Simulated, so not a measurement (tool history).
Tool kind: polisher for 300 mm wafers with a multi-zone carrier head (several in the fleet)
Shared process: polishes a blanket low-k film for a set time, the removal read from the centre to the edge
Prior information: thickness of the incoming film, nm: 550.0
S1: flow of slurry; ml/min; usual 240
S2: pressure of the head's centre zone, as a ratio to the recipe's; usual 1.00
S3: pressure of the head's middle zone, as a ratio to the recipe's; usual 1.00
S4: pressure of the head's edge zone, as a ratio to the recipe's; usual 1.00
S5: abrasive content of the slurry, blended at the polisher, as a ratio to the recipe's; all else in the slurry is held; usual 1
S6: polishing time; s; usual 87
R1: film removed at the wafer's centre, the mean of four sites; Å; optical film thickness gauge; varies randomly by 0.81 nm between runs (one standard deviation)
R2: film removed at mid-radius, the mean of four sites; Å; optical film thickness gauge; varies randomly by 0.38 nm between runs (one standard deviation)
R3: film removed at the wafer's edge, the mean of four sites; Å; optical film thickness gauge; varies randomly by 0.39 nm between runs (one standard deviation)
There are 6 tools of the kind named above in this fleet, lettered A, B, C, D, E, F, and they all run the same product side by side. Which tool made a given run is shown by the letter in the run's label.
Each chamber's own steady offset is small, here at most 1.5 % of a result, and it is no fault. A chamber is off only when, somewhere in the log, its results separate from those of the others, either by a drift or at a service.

run	hour	S1	S2	S3	S4	S5	S6	R1	R2	R3
# hour 1.4: chamber B: worn pad replaced by a new one
1D	8.5	240	1.00	1.00	1.00	1	87	542.36	554.92	541.11
# hour 11.8: chamber C: slurry nozzle cleaned
2C	13.5	240	1.00	1.00	1.00	1	87	544.48	548.28	544.52
3E	18.6	240	1.00	1.00	1.00	1	87	546.10	551.48	547.95
4B	27.4	240	1.00	1.00	1.00	1	87	554.79	538.67	537.47
# hour 30.6: chamber B: edge zone pressure recalibrated
5A	35.0	240	1.00	1.00	1.00	1	87	553.86	550.20	542.29
6F	42.8	240	1.00	1.00	1.00	1	87	536.60	538.47	543.64
# hour 43.2: chamber C: worn pad replaced by a new one
# hour 48.0: chamber F: worn pad replaced by a new one
7D	48.1	240	1.00	1.00	1.00	1	87	547.21	541.58	547.69
8E	56.3	240	1.00	1.00	1.00	1	87	543.21	552.18	553.61
# hour 56.4: chamber C: edge zone pressure recalibrated
9B	61.0	240	1.00	1.00	1.00	1	87	539.48	533.74	542.91
# hour 66.8: chamber D: worn pad replaced by a new one
10A	70.2	240	1.00	1.00	1.00	1	87	551.95	558.69	540.01
11C	76.0	240	1.00	1.00	1.00	1	87	548.07	546.45	547.80
12F	86.0	240	1.00	1.00	1.00	1	87	537.81	540.31	548.14
# hour 88.8: chamber F: centre zone pressure recalibrated
# hour 92.0: chamber E: worn pad replaced by a new one
13F	96.5	240	1.00	1.00	1.00	1	87	540.61	535.24	540.82
14B	104.8	240	1.00	1.00	1.00	1	87	538.36	540.69	542.34
15C	109.6	240	1.00	1.00	1.00	1	87	542.17	545.25	547.58
16E	116.2	240	1.06	1.00	1.00	1	87	565.55	549.99	557.18
17D	124.0	240	1.06	1.00	1.00	1	87	579.50	547.61	538.20
18A	130.0	240	1.06	1.00	1.00	1	87	554.68	525.27	520.76
19D	139.3	240	1.06	1.00	1.00	1	87	574.05	548.96	547.10
# hour 139.7: chamber E: slurry nozzle cleaned
20A	146.5	240	1.06	1.00	1.00	1	87	559.71	523.69	514.15
# hour 151.9: chamber B: worn pad replaced by a new one
21C	154.3	240	1.06	1.00	1.00	1	87	575.94	547.77	543.03
22E	161.4	240	1.00	1.00	1.00	1	87	545.85	553.08	548.87
23F	166.8	240	1.00	1.00	1.00	1	87	533.70	544.83	538.41
24B	172.6	240	1.00	1.00	1.00	1	87	537.47	535.68	546.78
25D	181.4	240	1.00	1.00	1.00	1	87	555.50	551.80	542.69
# hour 182.3: chamber F: worn pad replaced by a new one
26C	188.5	160	0.89	1.00	1.00	1	87	441.40	514.29	519.73
# hour 192.4: chamber C: worn pad replaced by a new one
27B	193.6	160	0.89	1.00	1.00	1	87	439.38	498.23	510.48
# hour 197.0: chamber E: worn pad replaced by a new one
# hour 199.3: chamber E: centre zone pressure recalibrated
28F	204.1	160	0.89	1.00	1.00	1	87	450.55	512.33	517.40
29E	214.2	160	0.89	1.00	1.00	1	87	461.10	525.87	528.29
30A	222.0	160	0.89	1.00	1.00	1	87	404.57	470.35	475.06
31E	229.7	160	0.89	1.00	1.00	1	87	458.68	514.34	527.57
32B	235.7	240	1.00	1.00	1.00	1	87	542.21	532.31	540.69
# hour 243.1: chamber D: worn pad replaced by a new one
33F	244.6	240	1.00	1.00	1.00	1	87	552.81	539.38	541.53
34A	250.7	240	1.00	0.92	1.05	1	87	484.30	456.78	497.64
35C	257.6	240	1.00	0.92	1.05	1	87	550.36	501.45	567.20
36D	264.3	240	1.00	0.92	1.05	1	87	550.31	513.40	557.07
37B	273.2	240	1.00	0.92	1.05	1	87	555.66	496.73	555.15
38C	282.3	240	1.00	0.92	1.05	1	87	540.78	506.82	564.99
39F	288.0	240	1.00	0.92	1.05	1	87	541.19	503.73	553.83
# hour 290.5: chamber A: edge zone pressure recalibrated
40A	296.2	240	1.00	1.00	0.93	1	87	479.00	471.62	452.32

All chambers now run identical settings, listed one chamber a line with results as question marks. What results will each chamber show?
41A	303.9	240	1.00	1.00	1.00	1	87	?	?	?
41B	303.9	240	1.00	1.00	1.00	1	87	?	?	?
41C	303.9	240	1.00	1.00	1.00	1	87	?	?	?
41D	303.9	240	1.00	1.00	1.00	1	87	?	?	?
41E	303.9	240	1.00	1.00	1.00	1	87	?	?	?
41F	303.9	240	1.00	1.00	1.00	1	87	?	?	?

run	R1	R2	R3
41A	475.63	469.22	464.74
41B	553.12	537.48	541.87
41C	548.82	541.17	549.69
41D	542.48	550.47	543.91
41E	547.55	555.40	552.03
41F	545.89	537.84	543.67
